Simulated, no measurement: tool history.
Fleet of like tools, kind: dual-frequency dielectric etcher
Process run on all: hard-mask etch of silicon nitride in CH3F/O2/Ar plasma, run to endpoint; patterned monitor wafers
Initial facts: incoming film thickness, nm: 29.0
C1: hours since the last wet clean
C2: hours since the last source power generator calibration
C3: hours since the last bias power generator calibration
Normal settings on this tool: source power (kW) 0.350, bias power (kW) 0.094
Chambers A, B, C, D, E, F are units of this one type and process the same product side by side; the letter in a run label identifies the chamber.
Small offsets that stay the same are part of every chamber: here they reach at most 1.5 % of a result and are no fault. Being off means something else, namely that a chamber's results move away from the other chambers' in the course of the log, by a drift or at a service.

run 1F hour=5.4 | source_power_(kW)=0.350 bias_power_(kW)=0.094 | C1=104.8 C2=1129.9 C3=212.7 | endpoint_time_(s)=40.161
run 2B hour=13.7 | source_power_(kW)=0.350 bias_power_(kW)=0.094 | C1=256.2 C2=1080.9 C3=1799.6 | endpoint_time_(s)=40.478
-- hour=22.0 chamber A: wet clean of the chamber
run 3A hour=22.2 | source_power_(kW)=0.350 bias_power_(kW)=0.094 | C1=0.3 C2=2449.4 C3=414.0 | endpoint_time_(s)=40.088
run 4C hour=26.8 | source_power_(kW)=0.350 bias_power_(kW)=0.094 | C1=183.7 C2=2101.9 C3=575.6 | endpoint_time_(s)=40.159
run 5E hour=33.3 | source_power_(kW)=0.350 bias_power_(kW)=0.094 | C1=85.0 C2=3845.0 C3=976.4 | endpoint_time_(s)=39.924
run 6D hour=37.1 | source_power_(kW)=0.350 bias_power_(kW)=0.094 | C1=236.7 C2=3618.6 C3=702.2 | endpoint_time_(s)=40.539
run 7A hour=41.3 | source_power_(kW)=0.350 bias_power_(kW)=0.101 | C1=19.4 C2=2468.5 C3=433.1 | endpoint_time_(s)=38.695
run 8C hour=48.2 | source_power_(kW)=0.350 bias_power_(kW)=0.101 | C1=205.1 C2=2123.3 C3=597.0 | endpoint_time_(s)=39.545
run 9B hour=54.1 | source_power_(kW)=0.350 bias_power_(kW)=0.101 | C1=296.6 C2=1121.3 C3=1840.0 | endpoint_time_(s)=39.697
run 10D hour=61.3 | source_power_(kW)=0.350 bias_power_(kW)=0.101 | C1=260.9 C2=3642.8 C3=726.4 | endpoint_time_(s)=39.162
run 11F hour=66.4 | source_power_(kW)=0.350 bias_power_(kW)=0.101 | C1=165.8 C2=1190.9 C3=273.7 | endpoint_time_(s)=38.880
run 12E hour=74.0 | source_power_(kW)=0.350 bias_power_(kW)=0.101 | C1=125.7 C2=3885.7 C3=1017.1 | endpoint_time_(s)=38.719
run 13E hour=78.8 | source_power_(kW)=0.350 bias_power_(kW)=0.094 | C1=130.5 C2=3890.5 C3=1021.9 | endpoint_time_(s)=39.721
run 14A hour=85.4 | source_power_(kW)=0.350 bias_power_(kW)=0.094 | C1=63.5 C2=2512.6 C3=477.2 | endpoint_time_(s)=39.857
run 15C hour=90.0 | source_power_(kW)=0.350 bias_power_(kW)=0.094 | C1=246.9 C2=2165.1 C3=638.8 | endpoint_time_(s)=40.001
run 16F hour=96.3 | source_power_(kW)=0.350 bias_power_(kW)=0.082 | C1=195.7 C2=1220.8 C3=303.6 | endpoint_time_(s)=41.956
run 17D hour=104.6 | source_power_(kW)=0.350 bias_power_(kW)=0.082 | C1=304.2 C2=3686.1 C3=769.7 | endpoint_time_(s)=42.362
run 18B hour=112.3 | source_power_(kW)=0.350 bias_power_(kW)=0.082 | C1=354.8 C2=1179.5 C3=1898.2 | endpoint_time_(s)=42.709
run 19A hour=119.6 | source_power_(kW)=0.350 bias_power_(kW)=0.082 | C1=97.7 C2=2546.8 C3=511.4 | endpoint_time_(s)=41.724
run 20D hour=124.6 | source_power_(kW)=0.350 bias_power_(kW)=0.082 | C1=324.2 C2=3706.1 C3=789.7 | endpoint_time_(s)=42.297
run 21F hour=129.1 | source_power_(kW)=0.350 bias_power_(kW)=0.082 | C1=228.5 C2=1253.6 C3=336.4 | endpoint_time_(s)=42.068
run 22B hour=134.9 | source_power_(kW)=0.350 bias_power_(kW)=0.094 | C1=377.4 C2=1202.1 C3=1920.8 | endpoint_time_(s)=40.948
run 23E hour=141.0 | source_power_(kW)=0.350 bias_power_(kW)=0.094 | C1=192.7 C2=3952.7 C3=1084.1 | endpoint_time_(s)=39.853
run 24C hour=147.3 | source_power_(kW)=0.350 bias_power_(kW)=0.077 | C1=304.2 C2=2222.4 C3=696.1 | endpoint_time_(s)=43.505
run 25F hour=153.9 | source_power_(kW)=0.350 bias_power_(kW)=0.077 | C1=253.3 C2=1278.4 C3=361.2 | endpoint_time_(s)=43.388
run 26A hour=160.3 | source_power_(kW)=0.350 bias_power_(kW)=0.077 | C1=138.4 C2=2587.5 C3=552.1 | endpoint_time_(s)=42.438
run 27B hour=168.2 | source_power_(kW)=0.350 bias_power_(kW)=0.077 | C1=410.7 C2=1235.4 C3=1954.1 | endpoint_time_(s)=43.717
run 28C hour=174.4 | source_power_(kW)=0.350 bias_power_(kW)=0.077 | C1=331.3 C2=2249.5 C3=723.2 | endpoint_time_(s)=43.264
run 29E hour=181.6 | source_power_(kW)=0.350 bias_power_(kW)=0.077 | C1=233.3 C2=3993.3 C3=1124.7 | endpoint_time_(s)=42.822
run 30D hour=187.2 | source_power_(kW)=0.350 bias_power_(kW)=0.094 | C1=386.8 C2=3768.7 C3=852.3 | endpoint_time_(s)=40.378
run 31B hour=195.8 | source_power_(kW)=0.350 bias_power_(kW)=0.094 | C1=438.3 C2=1263.0 C3=1981.7 | endpoint_time_(s)=41.393
run 32E hour=199.6 | source_power_(kW)=0.350 bias_power_(kW)=0.094 | C1=251.3 C2=4011.3 C3=1142.7 | endpoint_time_(s)=39.795
run 33F hour=208.0 | source_power_(kW)=0.350 bias_power_(kW)=0.094 | C1=307.4 C2=1332.5 C3=415.3 | endpoint_time_(s)=39.926
run 34C hour=215.0 | source_power_(kW)=0.350 bias_power_(kW)=0.094 | C1=371.9 C2=2290.1 C3=763.8 | endpoint_time_(s)=40.127
run 35D hour=220.6 | source_power_(kW)=0.350 bias_power_(kW)=0.094 | C1=420.2 C2=3802.1 C3=885.7 | endpoint_time_(s)=40.164
run 36A hour=227.3 | source_power_(kW)=0.320 bias_power_(kW)=0.094 | C1=205.4 C2=2654.5 C3=619.1 | endpoint_time_(s)=40.938
run 37B hour=234.0 | source_power_(kW)=0.320 bias_power_(kW)=0.094 | C1=476.5 C2=1301.2 C3=2019.9 | endpoint_time_(s)=42.382
run 38D hour=238.9 | source_power_(kW)=0.320 bias_power_(kW)=0.094 | C1=438.5 C2=3820.4 C3=904.0 | endpoint_time_(s)=41.830
run 39E hour=243.6 | source_power_(kW)=0.320 bias_power_(kW)=0.094 | C1=295.3 C2=4055.3 C3=1186.7 | endpoint_time_(s)=41.181
run 40F hour=249.8 | source_power_(kW)=0.320 bias_power_(kW)=0.094 | C1=349.2 C2=1374.3 C3=457.1 | endpoint_time_(s)=41.327
run 41A hour=256.2 | source_power_(kW)=0.320 bias_power_(kW)=0.094 | C1=234.3 C2=2683.4 C3=648.0 | endpoint_time_(s)=41.312
run 42C hour=262.1 | source_power_(kW)=0.350 bias_power_(kW)=0.094 | C1=419.0 C2=2337.2 C3=810.9 | endpoint_time_(s)=40.748
run 43D hour=268.5 | source_power_(kW)=0.350 bias_power_(kW)=0.094 | C1=468.1 C2=3850.0 C3=933.6 | endpoint_time_(s)=40.394

Read the log: is a single chamber off, either drifting away or since a service, is the gauge that measures every chamber drifting, or is nothing wrong beyond small per-chamber offsets? Name any odd chamber and what most likely caused it.

No chamber stands off beyond its own small offset, and the gauge holds steady.
